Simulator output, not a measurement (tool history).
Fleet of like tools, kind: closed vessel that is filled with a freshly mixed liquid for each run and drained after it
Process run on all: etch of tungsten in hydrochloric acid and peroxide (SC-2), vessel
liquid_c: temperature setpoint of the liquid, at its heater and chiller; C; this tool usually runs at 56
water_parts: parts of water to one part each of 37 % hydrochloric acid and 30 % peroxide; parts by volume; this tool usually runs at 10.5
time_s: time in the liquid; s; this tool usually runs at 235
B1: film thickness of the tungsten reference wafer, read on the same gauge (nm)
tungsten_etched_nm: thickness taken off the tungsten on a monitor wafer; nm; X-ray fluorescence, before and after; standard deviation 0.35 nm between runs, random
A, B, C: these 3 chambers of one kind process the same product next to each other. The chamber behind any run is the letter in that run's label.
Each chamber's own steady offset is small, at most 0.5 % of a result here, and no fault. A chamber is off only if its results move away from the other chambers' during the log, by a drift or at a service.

{"run": "1A", "hour": 6.1, "liquid_c": 56, "water_parts": 10.5, "time_s": 235, "B1": 110.02, "tungsten_etched_nm": 45.487}
{"run": "2C", "hour": 16.7, "liquid_c": 56, "water_parts": 10.5, "time_s": 235, "B1": 110.04, "tungsten_etched_nm": 45.125}
{"run": "3B", "hour": 29.8, "liquid_c": 56, "water_parts": 10.5, "time_s": 235, "B1": 110.03, "tungsten_etched_nm": 45.432}
{"run": "4C", "hour": 41.9, "liquid_c": 56, "water_parts": 10.5, "time_s": 235, "B1": 110.03, "tungsten_etched_nm": 44.934}
{"run": "5A", "hour": 49.1, "liquid_c": 56, "water_parts": 7.5, "time_s": 355, "B1": 109.97, "tungsten_etched_nm": 89.572}
{"run": "6B", "hour": 60.7, "liquid_c": 56, "water_parts": 7.5, "time_s": 355, "B1": 109.99, "tungsten_etched_nm": 88.966}
{"run": "7C", "hour": 74.1, "liquid_c": 56, "water_parts": 7.5, "time_s": 355, "B1": 110.03, "tungsten_etched_nm": 90.306}
{"run": "8B", "hour": 82.3, "liquid_c": 56, "water_parts": 10.5, "time_s": 235, "B1": 109.97, "tungsten_etched_nm": 45.588}
{"run": "9A", "hour": 92.2, "liquid_c": 56, "water_parts": 10.5, "time_s": 235, "B1": 109.97, "tungsten_etched_nm": 45.522}
{"run": "10B", "hour": 102.9, "liquid_c": 56, "water_parts": 10.5, "time_s": 235, "B1": 110.03, "tungsten_etched_nm": 45.812}
{"run": "11A", "hour": 109.7, "liquid_c": 56, "water_parts": 10.5, "time_s": 235, "B1": 109.97, "tungsten_etched_nm": 46.03}
{"hour": 110.9, "done": "chamber A: new drum of peroxide connected"}
{"run": "12C", "hour": 118.5, "liquid_c": 56, "water_parts": 10.5, "time_s": 235, "B1": 109.98, "tungsten_etched_nm": 45.153}
{"run": "13B", "hour": 124.9, "liquid_c": 56, "water_parts": 10.5, "time_s": 235, "B1": 110.04, "tungsten_etched_nm": 45.505}
{"hour": 128.0, "done": "chamber B: thermometer replaced"}
{"run": "14A", "hour": 136.0, "liquid_c": 56, "water_parts": 10.5, "time_s": 235, "B1": 109.99, "tungsten_etched_nm": 45.605}
{"run": "15C", "hour": 144.1, "liquid_c": 56, "water_parts": 10.5, "time_s": 235, "B1": 110.02, "tungsten_etched_nm": 44.923}
{"run": "16C", "hour": 151.6, "liquid_c": 52.5, "water_parts": 10.5, "time_s": 110, "B1": 110, "tungsten_etched_nm": 17.057}
{"hour": 154.6, "done": "chamber A: thermometer replaced"}
{"run": "17B", "hour": 162.2, "liquid_c": 52.5, "water_parts": 10.5, "time_s": 110, "B1": 110, "tungsten_etched_nm": 16.811}
{"run": "18A", "hour": 169.3, "liquid_c": 52.5, "water_parts": 10.5, "time_s": 110, "B1": 110.01, "tungsten_etched_nm": 17.245}
{"run": "19C", "hour": 181.4, "liquid_c": 56, "water_parts": 10.5, "time_s": 235, "B1": 110.03, "tungsten_etched_nm": 45.34}
{"run": "20A", "hour": 194.9, "liquid_c": 56, "water_parts": 10.5, "time_s": 235, "B1": 109.98, "tungsten_etched_nm": 45.436}
{"run": "21B", "hour": 207.6, "liquid_c": 56, "water_parts": 10.5, "time_s": 235, "B1": 109.96, "tungsten_etched_nm": 45.06}
{"run": "22B", "hour": 214.1, "liquid_c": 56, "water_parts": 10.5, "time_s": 235, "B1": 110.03, "tungsten_etched_nm": 44.645}
{"run": "23C", "hour": 220.4, "liquid_c": 56, "water_parts": 10.5, "time_s": 135, "B1": 110.02, "tungsten_etched_nm": 26.325}
{"hour": 225.5, "done": "chamber B: new drum of peroxide connected"}
{"run": "24A", "hour": 233.8, "liquid_c": 56, "water_parts": 10.5, "time_s": 135, "B1": 110.05, "tungsten_etched_nm": 26.044}
{"run": "25A", "hour": 242.6, "liquid_c": 56, "water_parts": 10.5, "time_s": 135, "B1": 110.04, "tungsten_etched_nm": 26.305}
{"run": "26B", "hour": 253.1, "liquid_c": 56, "water_parts": 10.5, "time_s": 235, "B1": 109.98, "tungsten_etched_nm": 44.212}
{"run": "27C", "hour": 259.7, "liquid_c": 56, "water_parts": 10.5, "time_s": 235, "B1": 109.99, "tungsten_etched_nm": 45.472}
{"run": "28B", "hour": 268.4, "liquid_c": 56, "water_parts": 10.5, "time_s": 235, "B1": 109.99, "tungsten_etched_nm": 43.49}
{"run": "29A", "hour": 282.3, "liquid_c": 56, "water_parts": 10.5, "time_s": 235, "B1": 109.94, "tungsten_etched_nm": 45.563}
{"run": "30C", "hour": 290.4, "liquid_c": 56, "water_parts": 10.5, "time_s": 235, "B1": 110.03, "tungsten_etched_nm": 45.483}
{"run": "31C", "hour": 303.8, "liquid_c": 56, "water_parts": 10.5, "time_s": 235, "B1": 110.05, "tungsten_etched_nm": 45.485}
{"run": "32B", "hour": 311.7, "liquid_c": 56, "water_parts": 10.5, "time_s": 235, "B1": 110.03, "tungsten_etched_nm": 43.904}
{"hour": 323.2, "done": "chamber A: chemicals flow meter replaced"}
{"run": "33A", "hour": 323.8, "liquid_c": 56, "water_parts": 10.5, "time_s": 235, "B1": 110, "tungsten_etched_nm": 45.572}
{"run": "34C", "hour": 335.1, "liquid_c": 56, "water_parts": 10.5, "time_s": 135, "B1": 109.99, "tungsten_etched_nm": 26.078}
{"run": "35B", "hour": 347.9, "liquid_c": 56, "water_parts": 10.5, "time_s": 135, "B1": 109.99, "tungsten_etched_nm": 25.094}
{"run": "36A", "hour": 356.6, "liquid_c": 56, "water_parts": 10.5, "time_s": 135, "B1": 110.02, "tungsten_etched_nm": 26.447}

All 3 chambers run these settings next. Forecast each chamber's results:
{"run": "37A", "hour": 366.5, "liquid_c": 56, "water_parts": 10.5, "time_s": 370, "tungsten_etched_nm": "?"}
{"run": "37B", "hour": 366.5, "liquid_c": 56, "water_parts": 10.5, "time_s": 370, "tungsten_etched_nm": "?"}
{"run": "37C", "hour": 366.5, "liquid_c": 56, "water_parts": 10.5, "time_s": 370, "tungsten_etched_nm": "?"}

run=37A tungsten_etched_nm=72.136
run=37B tungsten_etched_nm=68.233
run=37C tungsten_etched_nm=71.309
